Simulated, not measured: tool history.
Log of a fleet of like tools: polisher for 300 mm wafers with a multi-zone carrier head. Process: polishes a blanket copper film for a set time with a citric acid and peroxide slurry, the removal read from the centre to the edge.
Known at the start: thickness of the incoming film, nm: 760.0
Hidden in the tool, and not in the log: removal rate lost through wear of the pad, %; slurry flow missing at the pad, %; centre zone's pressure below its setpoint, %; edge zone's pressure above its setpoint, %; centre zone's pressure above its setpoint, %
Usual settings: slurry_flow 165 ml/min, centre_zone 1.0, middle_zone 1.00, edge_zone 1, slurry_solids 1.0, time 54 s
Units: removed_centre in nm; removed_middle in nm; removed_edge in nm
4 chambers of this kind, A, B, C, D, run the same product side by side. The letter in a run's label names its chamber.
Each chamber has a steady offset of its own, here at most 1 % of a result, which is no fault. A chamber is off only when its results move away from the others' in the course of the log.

run	hour	slurry_flow	centre_zone	middle_zone	edge_zone	slurry_solids	time	wafers polished on this pad	hours since the slurry nozzle was cleaned	hours since the centre zone pressure was calibrated	hours since the edge zone pressure was calibrated	removed_centre	removed_middle	removed_edge
1B	3.9	165	1.0	1.00	1	1.0	54	126	719.5	659.2	112.4	81.490	79.506	79.803
2D	8.4	165	1.0	1.00	1	1.0	54	527	333.3	79.1	702.5	79.451	78.448	81.623
# hour 9.7: chamber C: worn pad replaced by a new one
3A	15.1	165	1.0	1.00	1	1.0	54	500	307.2	111.2	229.6	81.138	81.397	79.905
4C	19.7	165	1.0	1.00	1	1.0	54	134	188.0	304.6	364.4	80.235	80.502	79.865
5C	23.8	165	1.0	1.00	1	1.0	54	189	192.1	308.7	368.5	81.982	80.186	79.047
6B	28.1	165	1.0	1.00	1	1.0	54	450	743.7	683.4	136.6	80.613	80.114	79.706
7D	34.9	165	1.0	1.00	1	1.0	54	882	359.8	105.6	729.0	79.503	80.981	79.998
# hour 42.0: chamber B: worn pad replaced by a new one
8A	42.0	165	1.0	1.00	1	1.0	54	860	334.1	138.1	256.5	78.738	79.894	81.016
9D	46.5	165	1.0	1.00	1	1.0	54	1038	371.4	117.2	740.6	77.811	80.353	79.889
10B	50.3	165	1.0	1.00	1	1.0	54	112	765.9	705.6	158.8	80.641	80.395	79.622
# hour 51.4: chamber A: worn pad replaced by a new one
# hour 53.3: chamber C: worn pad replaced by a new one
# hour 53.5: chamber B: slurry nozzle cleaned
11A	57.0	165	1.0	1.00	1	1.0	54	75	349.1	153.1	271.5	83.043	80.235	80.467
# hour 59.0: chamber D: worn pad replaced by a new one
# hour 59.4: chamber C: slurry nozzle cleaned
12C	62.2	165	1.0	1.00	1	1.0	54	119	2.8	347.1	406.9	80.835	81.104	80.523
# hour 65.8: chamber A: slurry nozzle cleaned
13C	69.7	165	1.0	1.00	1	1.0	54	220	10.3	354.6	414.4	81.288	80.669	80.965
14B	75.6	165	1.0	1.00	1	1.0	54	451	22.2	730.9	184.1	78.855	80.991	79.827
15D	83.4	165	1.0	1.00	1	1.0	54	327	408.3	154.1	777.5	80.746	80.655	80.068
16A	90.0	165	1.0	1.00	1	1.0	54	517	24.3	186.1	304.5	80.792	80.588	81.055
17B	97.4	165	1.0	1.00	1	1.0	54	743	44.0	752.7	205.9	79.057	80.538	79.308
# hour 99.0: chamber B: worn pad replaced by a new one
# hour 102.3: chamber C: worn pad replaced by a new one
18A	102.8	165	1.0	1.00	1	1.0	54	688	37.1	198.9	317.3	80.300	81.158	79.951
19C	110.6	165	1.0	1.00	1	1.0	54	111	51.2	395.5	455.3	78.590	80.409	81.204
20D	118.7	165	1.0	1.00	1	1.0	54	800	443.6	189.4	812.8	78.517	81.128	79.659
21A	124.6	165	1.0	1.00	1	1.0	54	980	58.9	220.7	339.1	81.335	81.564	80.193
22D	128.7	165	1.0	1.00	1	1.0	54	933	453.6	199.4	822.8	78.446	78.675	80.906
23B	136.3	165	0.9	1.00	1	1.2	54	500	82.9	791.6	244.8	75.283	84.555	83.054
24C	141.4	165	0.9	1.00	1	1.2	54	524	82.0	426.3	486.1	74.622	83.319	83.004
# hour 144.8: chamber A: worn pad replaced by a new one
# hour 145.7: chamber B: worn pad replaced by a new one
# hour 147.3: chamber C: worn pad replaced by a new one
25D	147.8	165	0.9	1.00	1	1.2	54	1189	472.7	218.5	841.9	72.671	81.763	82.733
# hour 150.5: chamber D: worn pad replaced by a new one
26A	153.2	165	0.9	1.00	1	1.2	54	113	87.5	249.3	367.7	75.038	84.774	83.957
27C	160.8	165	1.0	1.00	1	1.0	54	181	101.4	445.7	505.5	80.252	79.557	80.404
28B	167.8	165	1.0	1.00	1	1.0	54	296	114.4	823.1	276.3	81.049	80.059	80.327
29A	171.6	165	1.0	1.00	1	1.0	54	359	105.9	267.7	386.1	80.138	80.006	80.350
30C	177.5	165	1.0	1.00	1	1.0	54	405	118.1	462.4	522.2	79.873	81.338	79.109
31D	182.5	165	1.0	1.07	1	1.0	54	428	507.4	253.2	876.6	77.807	82.972	78.497
32B	189.7	165	1.0	1.07	1	1.0	54	589	136.3	845.0	298.2	79.189	85.296	79.246
# hour 191.4: chamber C: worn pad replaced by a new one
33A	197.4	165	1.0	1.07	1	1.0	54	705	131.7	293.5	411.9	81.006	84.742	80.940
# hour 197.7: chamber B: worn pad replaced by a new one
34D	202.1	165	1.0	1.07	1	1.0	54	691	527.0	272.8	896.2	76.084	82.376	77.202
35B	207.5	165	1.0	1.00	1	1.0	54	131	154.1	862.8	316.0	79.024	80.210	79.979
36C	214.9	165	1.0	1.00	1	1.0	54	315	155.5	499.8	559.6	80.853	79.800	79.950
37B	219.6	165	1.0	1.00	1	1.0	54	293	166.2	874.9	328.1	79.515	80.255	80.135
# hour 222.5: chamber A: worn pad replaced by a new one
38D	226.9	165	1.0	1.00	1	1.0	54	1023	551.8	297.6	921.0	76.264	75.328	78.622
39C	232.5	165	1.0	1.00	1	1.0	54	550	173.1	517.4	577.2	81.952	79.785	79.724
40A	238.0	165	1.0	1.00	1	1.0	54	208	172.3	334.1	452.5	80.628	80.462	81.334
41D	241.7	165	1.0	1.00	1	1.0	67	1221	566.6	312.4	935.8	93.322	93.087	95.822
# hour 243.5: chamber C: worn pad replaced by a new one
# hour 243.5: chamber C: slurry nozzle cleaned
42A	249.5	165	1.0	1.00	1	1.0	67	362	183.8	345.6	464.0	100.250	100.740	99.428
43C	254.3	165	1.0	1.00	1	1.0	67	145	10.9	539.2	599.0	100.200	98.238	99.698

Next, every chamber runs the same settings. What will each give?
44A	260.2	125	1.0	1.00	1	1.0	54					?	?	?
44B	260.2	125	1.0	1.00	1	1.0	54					?	?	?
44C	260.2	125	1.0	1.00	1	1.0	54					?	?	?
44D	260.2	125	1.0	1.00	1	1.0	54					?	?	?

run	removed_centre	removed_middle	removed_edge
44A	73.826	76.612	77.663
44B	76.167	75.796	77.372
44C	76.318	75.890	77.789
44D	66.027	68.478	71.671

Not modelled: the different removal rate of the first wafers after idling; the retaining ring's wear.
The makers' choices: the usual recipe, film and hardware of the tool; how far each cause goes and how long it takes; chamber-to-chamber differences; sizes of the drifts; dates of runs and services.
